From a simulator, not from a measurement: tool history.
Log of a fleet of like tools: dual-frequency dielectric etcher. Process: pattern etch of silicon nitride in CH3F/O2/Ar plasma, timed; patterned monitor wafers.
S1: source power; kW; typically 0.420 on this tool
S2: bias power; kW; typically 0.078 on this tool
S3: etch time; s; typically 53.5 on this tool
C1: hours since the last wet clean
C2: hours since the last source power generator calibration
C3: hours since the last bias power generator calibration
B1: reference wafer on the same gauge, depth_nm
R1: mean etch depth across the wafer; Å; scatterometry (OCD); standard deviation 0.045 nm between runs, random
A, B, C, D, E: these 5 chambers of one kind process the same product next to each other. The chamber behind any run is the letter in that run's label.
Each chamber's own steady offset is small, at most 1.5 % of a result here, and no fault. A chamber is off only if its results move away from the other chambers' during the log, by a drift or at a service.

run     day     S1     S2    S3     C1      C2      C3      B1      R1
 1A   0.354  0.420  0.078  53.5  124.1  2360.2  3008.0  32.099  395.14
      0.488  -- chamber E: wet clean of the chamber
 2E   0.692  0.420  0.078  53.5    5.0  1183.3  1011.9  32.091  394.77
 3D   1.008  0.420  0.078  53.5  263.5  2853.5  2286.5  32.092  386.74
 4C   1.454  0.420  0.078  53.5  308.0  1829.9  1411.7  32.076  393.79
      1.729  -- chamber B: wet clean of the chamber
 5B   1.942  0.420  0.078  53.5    5.2  1977.2   879.9  32.079  389.74
 6D   2.200  0.420  0.078  53.5  292.1  2882.1  2315.1  32.072  386.98
 7A   2.625  0.420  0.078  53.5  178.6  2414.7  3062.5  32.074  394.80
 8C   2.983  0.420  0.061  53.5  344.7  1866.6  1448.4  32.063  362.74
 9B   3.204  0.420  0.061  53.5   35.5  2007.5   910.2  32.052  357.89
10E   3.467  0.420  0.061  53.5   71.6  1249.9  1078.5  32.066  362.92
11C   3.825  0.420  0.061  53.5  364.9  1886.8  1468.6  32.049  362.06
12E   4.046  0.420  0.061  53.5   85.5  1263.8  1092.4  32.042  362.27
      4.179  -- chamber D: wet clean of the chamber
13D   4.371  0.420  0.078  53.5    4.6  2934.2  2367.2  32.042  385.68
14B   4.804  0.420  0.078  53.5   73.9  2045.9   948.6  32.046  388.85
15A   5.104  0.420  0.078  53.5  238.1  2474.2  3122.0  32.037  394.73
16D   5.588  0.420  0.078  53.5   33.8  2963.4  2396.4  32.025  385.82
17E   5.996  0.380  0.078  60.5  132.3  1310.6  1139.2  32.020  428.88
18C   6.458  0.380  0.078  60.5  428.1  1950.0  1531.8  32.008  427.73
19A   6.954  0.380  0.078  60.5  282.5  2518.6  3166.4  32.016  429.78
20B   7.175  0.380  0.078  60.5  130.8  2102.8  1005.5  32.010  423.38
21C   7.438  0.380  0.078  60.5  451.6  1973.5  1555.3  32.004  427.70
      7.521  -- chamber C: wet clean of the chamber
22D   7.850  0.420  0.078  53.5   88.1  3017.7  2450.7  32.004  385.77
23B   8.125  0.420  0.078  53.5  153.6  2125.6  1028.3  32.000  388.59
24A   8.604  0.420  0.078  53.5  322.1  2558.2  3206.0  31.980  393.57
25E   8.908  0.420  0.078  53.5  202.2  1380.5  1209.1  31.983  393.70
      8.967  -- chamber C: bias power generator calibrated
26A   9.221  0.420  0.078  53.5  336.9  2573.0  3220.8  31.986  394.28
27C   9.671  0.420  0.078  53.5   51.7  2027.1    17.0  31.984  392.68
28D   9.912  0.420  0.084  48.5  137.6  3067.2  2500.2  31.967  358.70
29E  10.329  0.420  0.084  48.5  236.3  1414.6  1243.2  31.970  366.03
30B  10.696  0.420  0.084  48.5  215.3  2187.3  1090.0  31.955  360.95
31C  10.979  0.420  0.084  48.5   83.1  2058.5    48.4  31.953  364.57
32A  11.404  0.420  0.084  48.5  389.3  2625.4  3273.2  31.960  366.07

What goes on in this fleet: one chamber off, a drifting gauge, or nothing beyond the chambers' own small offsets? Name the chamber and the cause, if any.

Gauge drift. The chambers move together only on paper, and none stands off.
Cause: gauge reads low (%) = 0.473.
